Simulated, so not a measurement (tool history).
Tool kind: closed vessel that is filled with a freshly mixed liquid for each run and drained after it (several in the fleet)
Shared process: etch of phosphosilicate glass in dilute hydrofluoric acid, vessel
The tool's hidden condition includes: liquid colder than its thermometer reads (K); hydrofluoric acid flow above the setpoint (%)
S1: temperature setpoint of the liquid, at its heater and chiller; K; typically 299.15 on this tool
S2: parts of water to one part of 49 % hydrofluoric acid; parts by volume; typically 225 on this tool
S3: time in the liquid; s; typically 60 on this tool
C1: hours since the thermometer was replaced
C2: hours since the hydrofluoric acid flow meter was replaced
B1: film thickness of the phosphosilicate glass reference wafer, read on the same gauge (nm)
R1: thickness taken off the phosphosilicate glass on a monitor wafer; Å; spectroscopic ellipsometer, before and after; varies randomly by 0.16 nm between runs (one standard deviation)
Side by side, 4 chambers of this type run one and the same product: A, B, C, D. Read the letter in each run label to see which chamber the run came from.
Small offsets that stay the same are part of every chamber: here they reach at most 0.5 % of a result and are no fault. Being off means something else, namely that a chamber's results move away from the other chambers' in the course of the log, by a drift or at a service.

Run 1D, hour 11: usual settings; C1 1163.4; C2 957; B1 139.99. Result: R1 256.8 Å.
Run 2C, hour 18.1: usual settings; C1 407.6; C2 718.8; B1 140.01. Result: R1 256.32 Å.
Run 3B, hour 29.1: usual settings; C1 1086.9; C2 566.2; B1 140. Result: R1 256.1 Å.
Run 4A, hour 41.8: usual settings; C1 199.8; C2 416.5; B1 139.99. Result: R1 256.04 Å.
Run 5D, hour 51.9: usual settings; C1 1204.3; C2 997.9; B1 139.97. Result: R1 258.3 Å.
Run 6C, hour 60.1: usual settings but S2 330 parts by volume; C1 449.6; C2 760.8; B1 140.01. Result: R1 156.42 Å.
At hour 62.1: chamber C: hydrofluoric acid flow meter replaced.
Run 7A, hour 69.3: usual settings but S2 330 parts by volume; C1 227.3; C2 444; B1 139.95. Result: R1 157.76 Å.
Run 8B, hour 75.4: usual settings but S2 330 parts by volume; C1 1133.2; C2 612.5; B1 140. Result: R1 155.53 Å.
Run 9D, hour 85.2: usual settings but S2 330 parts by volume; C1 1237.6; C2 1031.2; B1 139.95. Result: R1 158.82 Å.
Run 10B, hour 92.1: usual settings; C1 1149.9; C2 629.2; B1 139.97. Result: R1 255.18 Å.
Run 11A, hour 98.4: usual settings; C1 256.4; C2 473.1; B1 140.05. Result: R1 258.39 Å.
Run 12C, hour 106.1: usual settings; C1 495.6; C2 44; B1 140.01. Result: R1 258.85 Å.
Run 13B, hour 113.8: usual settings; C1 1171.6; C2 650.9; B1 139.98. Result: R1 255.5 Å.
Run 14C, hour 124.8: usual settings; C1 514.3; C2 62.7; B1 139.99. Result: R1 257.07 Å.
Run 15D, hour 137.4: usual settings; C1 1289.8; C2 1083.4; B1 140.02. Result: R1 259.27 Å.
Run 16A, hour 150.1: usual settings; C1 308.1; C2 524.8; B1 140.03. Result: R1 257.07 Å.
Run 17C, hour 162.4: usual settings; C1 551.9; C2 100.3; B1 140. Result: R1 256.17 Å.
Run 18A, hour 173.3: usual settings; C1 331.3; C2 548; B1 140.03. Result: R1 256.04 Å.
Run 19D, hour 186.9: usual settings; C1 1339.3; C2 1132.9; B1 140.01. Result: R1 263.13 Å.
Run 20B, hour 192.9: usual settings but S1 297.15 K; C1 1250.7; C2 730; B1 140.04. Result: R1 237.93 Å.
Run 21A, hour 200.3: usual settings but S1 297.15 K; C1 358.3; C2 575; B1 139.97. Result: R1 240.41 Å.
Run 22C, hour 206.9: usual settings but S1 297.15 K; C1 596.4; C2 144.8; B1 139.95. Result: R1 236.75 Å.
Run 23B, hour 213.3: usual settings but S1 297.15 K; C1 1271.1; C2 750.4; B1 139.96. Result: R1 238.59 Å.
Run 24D, hour 223: usual settings but S1 296.65 K, S3 30 s; C1 1375.4; C2 1169; B1 139.98. Result: R1 119.42 Å.
Run 25A, hour 231.9: usual settings but S1 296.65 K, S3 30 s; C1 389.9; C2 606.6; B1 139.96. Result: R1 117.53 Å.
Run 26B, hour 241.8: usual settings but S1 296.65 K, S3 30 s; C1 1299.6; C2 778.9; B1 140. Result: R1 115.85 Å.
Run 27C, hour 249: usual settings but S1 296.65 K, S3 30 s; C1 638.5; C2 186.9; B1 140.04. Result: R1 116.19 Å.
Run 28D, hour 261: usual settings; C1 1413.4; C2 1207; B1 140.02. Result: R1 262.83 Å.
Run 29D, hour 271.3: usual settings but S2 290 parts by volume; C1 1423.7; C2 1217.3; B1 140.02. Result: R1 192.33 Å.
Run 30B, hour 284.7: usual settings but S2 290 parts by volume; C1 1342.5; C2 821.8; B1 139.97. Result: R1 183.38 Å.
Run 31A, hour 293.8: usual settings but S2 290 parts by volume; C1 451.8; C2 668.5; B1 139.99. Result: R1 188.44 Å.
At hour 302.8: chamber A: hydrofluoric acid flow meter replaced.
Run 32C, hour 307.3: usual settings but S2 290 parts by volume; C1 696.8; C2 245.2; B1 140.03. Result: R1 185.84 Å.
Run 33C, hour 314.2: usual settings; C1 703.7; C2 252.1; B1 139.99. Result: R1 257.19 Å.
Run 34A, hour 322.8: usual settings; C1 480.8; C2 20.1; B1 140.01. Result: R1 257.23 Å.
Run 35B, hour 332: usual settings; C1 1389.8; C2 869.1; B1 140. Result: R1 258.01 Å.

Decide between three cases: one chamber stands off from its peers, the gauge reading all wafers drifts, or nothing is wrong past each chamber's small offset. Where a chamber is off, say which and what most likely put it there.

One chamber, D, drifts off from the rest bit by bit.
Most likely cause: hydrofluoric acid flow above the setpoint (%) = 3.94.
Not necessarily distinguishable in this log from: liquid hotter than its thermometer reads (K).

Chamber D could run next with any of the 4 candidate recipes listed below; each alters the usual settings, and their results appear as question marks. Which one brings its results back in line with what the other chambers deliver on the usual settings?
To be in line, a result may differ from the other chambers' mean on the usual settings by at most: R1 5.5 Å
Run 36D-1, hour 341.8: usual settings but S1 300.65 K. Result: R1 ?.
Run 36D-2, hour 341.8: usual settings but S1 298.65 K. Result: R1 ?.
Run 36D-3, hour 341.8: usual settings but S2 235 parts by volume. Result: R1 ?.
Run 36D-4, hour 341.8: usual settings but S1 299.65 K. Result: R1 ?.

Usual-settings mean across the other chambers: R1 256.46 Å
  run      R1
36D-1  285.41
36D-2  265.52
36D-3   256.2
36D-4   275.3
The right change is 36D-3: it brings the chamber back within the allowed miss of the others.
